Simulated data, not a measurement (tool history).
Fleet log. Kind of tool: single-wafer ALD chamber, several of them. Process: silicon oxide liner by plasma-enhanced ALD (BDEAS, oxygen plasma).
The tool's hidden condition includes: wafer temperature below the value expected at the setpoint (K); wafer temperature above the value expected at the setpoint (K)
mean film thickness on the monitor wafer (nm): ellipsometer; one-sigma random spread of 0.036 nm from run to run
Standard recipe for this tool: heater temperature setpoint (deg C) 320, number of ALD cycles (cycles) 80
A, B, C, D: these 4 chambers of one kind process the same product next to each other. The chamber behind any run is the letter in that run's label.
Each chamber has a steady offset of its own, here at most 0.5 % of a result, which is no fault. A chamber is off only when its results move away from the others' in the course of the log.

run     day  heater temperature setpoint (deg C)  number of ALD cycles (cycles)  hours since the last thermocouple change  read-back reference wafer on the same gauge, thickness_nm  mean film thickness on the monitor wafer (nm)
 1C   0.250                                  320                             80                                    2995.7                                                     8.5508                                         7.1657
      0.538  -- chamber C: thermocouple changed; heater temperature recalibrated
 2B   0.700                                  320                             80                                    1457.4                                                     8.5488                                         7.2669
 3A   1.004                                  320                             80                                     658.4                                                     8.5498                                         7.2566
 4D   1.362                                  320                             80                                     260.6                                                     8.5583                                         7.2297
 5A   1.704                                  320                             80                                     675.2                                                     8.5449                                         7.1962
 6B   2.154                                  330                             94                                    1492.3                                                     8.5433                                         8.3911
 7D   2.458                                  330                             94                                     286.9                                                     8.5593                                         8.4230
 8C   2.933                                  330                             94                                      57.6                                                     8.5419                                         8.3356
 9A   3.362                                  330                             94                                     715.0                                                     8.5528                                         8.3758
10B   3.746                                  320                             80                                    1530.5                                                     8.5587                                         7.2449
11D   4.075                                  320                             80                                     325.7                                                     8.5555                                         7.2247
12C   4.354                                  320                             80                                      91.7                                                     8.5587                                         7.2231
13D   4.696                                  320                             80                                     340.6                                                     8.5413                                         7.1783
14B   5.129                                  320                             80                                    1563.7                                                     8.5404                                         7.3055
15C   5.408                                  320                             80                                     117.0                                                     8.5471                                         7.3056
16A   5.662                                  320                             80                                     770.2                                                     8.5486                                         7.2428
17A   5.938                                  312                             80                                     776.8                                                     8.5520                                         7.2578
18B   6.317                                  312                             80                                    1592.2                                                     8.5526                                         7.2869
19C   6.779                                  312                             80                                     149.9                                                     8.5517                                         7.3641
20D   7.179                                  312                             80                                     400.2                                                     8.5558                                         7.2809
21C   7.633                                  320                             80                                     170.4                                                     8.5537                                         7.2463
22A   8.083                                  320                             80                                     828.3                                                     8.5571                                         7.2520
      8.117  -- chamber B: thermocouple changed; heater temperature recalibrated
23D   8.454                                  309                             96                                     430.8                                                     8.5616                                         8.8274
24B   8.842                                  309                             96                                      17.5                                                     8.5420                                         8.9089
25B   9.154                                  309                             96                                      25.0                                                     8.5424                                         8.8243
26C   9.588                                  309                             96                                     217.3                                                     8.5526                                         8.8164
27D  10.033                                  320                             80                                     468.7                                                     8.5535                                         7.1748
28A  10.388                                  320                             80                                     883.6                                                     8.5548                                         7.2062
29A  10.779                                  320                             80                                     893.0                                                     8.5554                                         7.1658
30D  11.183                                  307                             80                                     496.3                                                     8.5537                                         7.3671
31B  11.450                                  307                             80                                      80.1                                                     8.5548                                         7.3446
32C  11.683                                  307                             80                                     267.6                                                     8.5596                                         7.4098
33C  12.029                                  307                             80                                     275.9                                                     8.5494                                         7.3383
34B  12.483                                  320                             80                                     104.9                                                     8.5480                                         7.2332

Does one chamber stand apart from the rest, does the shared gauge drift, or is all well apart from small per-chamber offsets? Give the chamber and the most likely cause, where there is one.

The fleet is healthy, with each chamber sitting at its usual small offset and no drift in the gauge.
